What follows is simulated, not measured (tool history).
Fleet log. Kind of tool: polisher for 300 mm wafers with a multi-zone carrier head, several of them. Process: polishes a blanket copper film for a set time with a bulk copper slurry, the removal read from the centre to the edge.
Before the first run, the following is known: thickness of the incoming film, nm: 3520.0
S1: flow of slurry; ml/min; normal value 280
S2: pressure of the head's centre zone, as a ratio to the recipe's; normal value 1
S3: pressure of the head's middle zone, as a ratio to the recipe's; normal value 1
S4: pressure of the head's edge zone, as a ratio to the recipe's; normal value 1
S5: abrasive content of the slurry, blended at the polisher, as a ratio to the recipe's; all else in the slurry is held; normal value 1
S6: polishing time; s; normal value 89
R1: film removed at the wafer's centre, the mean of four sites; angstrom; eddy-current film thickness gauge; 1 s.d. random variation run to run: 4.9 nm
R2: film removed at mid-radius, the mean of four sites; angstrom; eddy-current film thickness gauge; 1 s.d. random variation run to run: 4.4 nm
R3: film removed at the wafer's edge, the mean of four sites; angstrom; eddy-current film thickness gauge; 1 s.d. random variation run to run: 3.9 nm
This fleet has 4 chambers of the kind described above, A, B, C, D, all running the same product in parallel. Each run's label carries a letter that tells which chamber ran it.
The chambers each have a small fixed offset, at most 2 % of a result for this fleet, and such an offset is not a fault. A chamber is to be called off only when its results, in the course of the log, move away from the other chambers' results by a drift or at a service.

run	hour	S1	S2	S3	S4	S5	S6	R1	R2	R3
1B	10	280	1	1	1	1	89	5100.8	4937.4	5035.3
# hour 14.7: chamber C: centre zone pressure recalibrated
2A	19.9	280	1	1	1	1	89	5061.6	5077.5	5030.8
3C	28.2	280	1	1	1	1	89	5061.4	5103.7	4971.4
4D	39.8	280	1	1	1	1	89	5107.4	5022.6	4992
5D	48.2	280	1	1	1	1	89	5083.4	5003.9	4975.3
6A	55.8	280	1	1	1	1	89	4932	5057.8	5036.2
7B	63.3	280	1	1	1	1	89	5042.1	4945.7	5129.4
# hour 67.5: chamber A: worn pad replaced by a new one
8C	71	280	1	1	1	1	89	4978.8	4954.6	4985.5
9D	81.3	280	1	1.1	1	1.25	89	5276.7	5787.6	5262.5
10B	87.9	280	1	1.1	1	1.25	89	5337.5	5777.7	5370.5
11A	99.2	280	1	1.1	1	1.25	89	5195.3	5776.3	5316.6
12C	107.2	280	1	1.1	1	1.25	89	5199.4	5804.1	5152.7
# hour 108.1: chamber B: centre zone pressure recalibrated
# hour 112.3: chamber D: centre zone pressure recalibrated
# hour 113.3: chamber B: edge zone pressure recalibrated
13C	117	280	1	1	1	1	89	4911.6	4953.4	4884.1
# hour 128.5: chamber C: worn pad replaced by a new one
14A	128.7	215	1	1	1	1	89	4664.5	4896.2	4945.7
15B	135.7	215	1	1	1	1	89	4963.6	4782.9	4966.6
# hour 142.9: chamber D: worn pad replaced by a new one
16D	146	215	1	1	1	1	89	4937.7	4904.2	4866.6
17A	152.4	215	1	1	1	1	89	4624.6	4926.5	4967.3
18C	158.6	280	1	1	1.08	1	89	4956.8	5007.4	5172.4
19B	165.4	280	1	1	1.08	1	89	5084.6	4995	5264.7
# hour 168: chamber A: worn pad replaced by a new one
# hour 170.6: chamber B: worn pad replaced by a new one
20D	171.2	280	1	1	1.08	1	89	5025.9	5049.2	5294.1
21A	176.5	280	1	1	1.08	1	89	4604.9	5079.1	5252.3
22C	187.2	280	1	1	0.9	1	108	6148.1	6160.4	5781.5
23D	198.6	280	1	1	0.9	1	108	6213	6046.1	5751.1
24B	204	280	1	1	0.9	1	108	6085.5	6159	5763.4
25B	214.9	280	1	1	0.9	1	108	6031.3	6020.3	5825.9
# hour 219.6: chamber B: slurry nozzle cleaned
26A	220.3	375	1.08	1	1	1	89	5152.1	5257.4	5176.9
27C	232.4	375	1.08	1	1	1	89	5630.4	5068.3	5084
# hour 234.7: chamber C: edge zone pressure recalibrated
# hour 243.3: chamber C: worn pad replaced by a new one
28D	244.4	375	1.08	1	1	1	89	5612.4	5172.9	5135.3
29C	252.2	375	1.08	1	1	1	89	5650.5	5182	5071.6
30D	260.9	280	1	1	1	1	89	5032.7	5063	5014.7
# hour 264.6: chamber A: worn pad replaced by a new one
31B	267.8	280	1	1	1	1	89	5136.5	5020.6	5064
# hour 275.6: chamber C: slurry nozzle cleaned
32A	278.7	195	1	1	1	1	89	4249.5	4856.5	4778
33C	286.8	195	1	1	1	1	89	4674.1	4766	4820.1

The same settings go to every chamber for the next run, one line per chamber below. Forecast the results for each:
34A	295.7	280	1	0.89	1	1	89	?	?	?
34B	295.7	280	1	0.89	1	1	89	?	?	?
34C	295.7	280	1	0.89	1	1	89	?	?	?
34D	295.7	280	1	0.89	1	1	89	?	?	?

run	R1	R2	R3
34A	4487.4	4559	5036.6
34B	5059.8	4536.8	5082.5
34C	4942.3	4530.6	4957.2
34D	5070.7	4528.5	5082.1
